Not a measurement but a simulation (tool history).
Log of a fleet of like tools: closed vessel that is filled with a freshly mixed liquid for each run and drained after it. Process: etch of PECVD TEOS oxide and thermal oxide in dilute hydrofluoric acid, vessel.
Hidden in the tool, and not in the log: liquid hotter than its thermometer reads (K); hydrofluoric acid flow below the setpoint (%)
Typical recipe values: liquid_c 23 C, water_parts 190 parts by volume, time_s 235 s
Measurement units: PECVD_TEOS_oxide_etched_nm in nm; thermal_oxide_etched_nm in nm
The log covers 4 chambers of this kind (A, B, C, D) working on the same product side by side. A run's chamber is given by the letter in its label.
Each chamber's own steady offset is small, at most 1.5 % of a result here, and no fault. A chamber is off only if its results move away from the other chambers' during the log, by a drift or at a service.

run,day,liquid_c,water_parts,time_s,hours since the thermometer was replaced,hours since the hydrofluoric acid flow meter was replaced,"read-back film thickness of the PECVD TEOS oxide reference wafer, read on the same gauge (nm)","read-back film thickness of the thermal oxide reference wafer, read on the same gauge (nm)",PECVD_TEOS_oxide_etched_nm,thermal_oxide_etched_nm
1A,0.292,23,190,235,66.3,492.4,59.985,59.97,9.1341,5.3441
2B,0.55,23,190,235,108,646.3,59.971,60.004,9.2065,5.278
3D,0.75,23,190,235,315.6,923,59.967,59.953,9.2907,5.1983
4C,0.896,23,190,235,1942.7,1073.4,60.007,59.997,9.2341,5.2942
5C,1.158,23,235,235,1949,1079.7,60.002,60.034,7.0625,4.0672
6D,1.421,23,235,235,331.7,939.1,60.002,59.996,7.0365,4.0576
7B,1.633,23,235,235,134,672.3,60.038,59.989,7.1189,4.1151
8A,1.938,23,235,235,105.8,531.9,60.021,60.032,7.012,4.1618
9A,2.129,23,190,235,110.4,536.5,60.046,59.986,9.0303,5.3233
10C,2.312,23,190,235,1976.7,1107.4,59.981,59.998,9.0872,5.266
11B,2.579,23,190,235,156.7,695,60.003,59.98,8.9545,5.2714
12D,2.762,23,190,235,363.9,971.3,60.009,59.993,9.4277,5.2768
13C,3.021,23,190,235,1993.7,1124.4,60.003,60.04,9.1075,5.3355
14D,3.258,27.5,190,235,375.8,983.2,59.981,59.976,10.887,6.1379
15A,3.462,27.5,190,235,142.4,568.5,60.005,59.947,10.849,6.2252
16B,3.783,27.5,190,235,185.6,723.9,59.978,60.018,10.788,6.2626
17C,3.979,27.5,190,235,2016.7,1147.4,60.024,59.933,10.731,6.229
18A,4.267,23,190,235,161.7,587.8,60.043,59.971,9.0217,5.2077
19D,4.588,19.5,150,235,407.7,1015.1,59.978,59.962,10.621,6.0896
20B,4.842,19.5,150,235,211,749.3,59.979,59.992,10.553,6.1072
21B,5.162,19.5,150,235,218.7,757,60.006,60.001,10.654,6.1287
22D,5.375,19.5,150,235,426.6,1034,60.03,59.992,10.659,6.063
23A,5.583,23,190,235,193.3,619.4,59.981,59.992,8.9343,5.3269
# day 5.846: chamber A: hydrofluoric acid flow meter replaced
24C,5.888,23,190,235,2062.5,1193.2,60.039,59.985,9.2259,5.3395
25C,6.083,23,190,235,2067.2,1197.9,60.008,59.983,9.0948,5.2908
26A,6.292,23,190,235,210.3,10.8,60.007,60.003,9.1062,5.3941
27D,6.567,19,235,235,455.2,1062.6,60.014,59.993,6.2152,3.5377
28B,6.708,19,235,235,255.8,794.1,59.957,60.006,6.0613,3.4776
29B,7.021,19,235,235,263.3,801.6,59.948,59.99,6.0686,3.5123
30A,7.267,19,235,235,233.7,34.2,60.005,59.998,6.0359,3.5453
# day 7.346: chamber D: hydrofluoric acid flow meter replaced
31D,7.454,23,190,235,476.5,2.7,59.992,60,9.2368,5.2119
32C,7.608,23,190,235,2103.8,1234.5,60.012,60.008,9.1539,5.3946
33C,7.896,23,190,235,2110.7,1241.4,59.995,59.975,9.0206,5.3423
34D,8.204,23,100,335,494.5,20.7,60.026,59.949,27.528,16.054
35B,8.533,23,100,335,299.6,837.9,59.955,60.008,27.323,15.909

What goes on in this fleet: one chamber off, a drifting gauge, or nothing beyond the chambers' own small offsets? Name the chamber and the cause, if any.

No chamber stands off beyond its own small offset, and the gauge holds steady.

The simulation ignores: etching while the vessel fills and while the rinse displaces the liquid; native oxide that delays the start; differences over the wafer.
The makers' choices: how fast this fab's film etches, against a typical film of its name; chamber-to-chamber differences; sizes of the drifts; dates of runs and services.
